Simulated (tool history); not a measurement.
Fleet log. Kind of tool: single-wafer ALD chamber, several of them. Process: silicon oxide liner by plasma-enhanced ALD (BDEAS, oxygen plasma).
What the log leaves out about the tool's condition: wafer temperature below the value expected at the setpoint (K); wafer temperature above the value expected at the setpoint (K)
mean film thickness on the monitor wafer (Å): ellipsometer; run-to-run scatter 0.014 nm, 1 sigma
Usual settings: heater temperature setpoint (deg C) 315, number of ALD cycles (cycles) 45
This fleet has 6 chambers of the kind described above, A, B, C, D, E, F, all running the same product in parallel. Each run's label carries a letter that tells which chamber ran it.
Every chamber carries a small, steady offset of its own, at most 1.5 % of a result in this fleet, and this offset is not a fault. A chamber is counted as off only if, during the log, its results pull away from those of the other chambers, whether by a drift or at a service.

run,day,heater temperature setpoint (deg C),number of ALD cycles (cycles),hours since the last thermocouple change,"read-back reference wafer on the same gauge, thickness_nm",mean film thickness on the monitor wafer (Å)
1A,0.175,315,45,881.9,4.7586,41.197
2D,0.288,315,45,1001.1,4.7582,41.047
3C,0.446,315,45,1279.6,4.7597,40.813
4F,0.642,315,45,683.9,4.759,40.51
5E,0.733,315,54,2303,4.7599,49.191
6B,0.896,315,54,1412.2,4.7604,49.261
7F,1.088,315,54,694.6,4.7618,48.41
8B,1.271,315,54,1421.2,4.7599,49.375
9D,1.442,315,54,1028.8,4.7577,49.22
10C,1.608,315,54,1307.5,4.757,49.492
11A,1.704,315,45,918.6,4.7603,41.057
12E,1.883,315,45,2330.6,4.7581,40.856
13D,2.058,302,45,1043.6,4.7637,41.913
14F,2.154,302,45,720.2,4.7611,41.12
15C,2.283,302,45,1323.7,4.763,41.747
16B,2.433,302,45,1449.1,4.756,41.877
17E,2.583,302,45,2347.4,4.7583,41.488
18A,2.679,302,45,942,4.76,41.702
19D,2.771,315,45,1060.7,4.7556,40.879
20A,2.95,315,45,948.5,4.7569,41.072
21C,3.154,315,45,1344.6,4.7595,40.894
22E,3.246,315,45,2363.3,4.7583,40.782
23F,3.342,315,45,748.7,4.7616,40.423
24B,3.512,315,45,1475,4.7586,40.854
25F,3.646,307,51,756,4.7557,46.222
26C,3.808,307,51,1360.3,4.7606,47.181
27D,3.983,307,51,1089.8,4.7592,47.274
28E,4.104,307,51,2383.9,4.7564,46.513
29A,4.192,307,51,978.3,4.7577,46.761
30B,4.279,307,51,1493.4,4.7613,47.46
31A,4.392,315,45,983.1,4.7549,41.026
32D,4.488,315,45,1101.9,4.7609,41.2
33C,4.596,315,45,1379.2,4.7622,41.041
34E,4.712,307,42,2398.5,4.7595,38.745
35B,4.8,307,42,1505.9,4.7593,38.593
36F,4.958,307,42,787.5,4.7626,38.363
37C,5.142,307,42,1392.3,4.7601,38.755
38A,5.267,307,42,1004.1,4.7587,38.855
39E,5.383,307,42,2414.6,4.7588,38.617

Is one chamber out of step, is the gauge drifting, or do the chambers differ by no more than their own small offsets? For an off chamber, give its letter and the likeliest cause.

No chamber stands off beyond its own small offset, and the gauge holds steady.
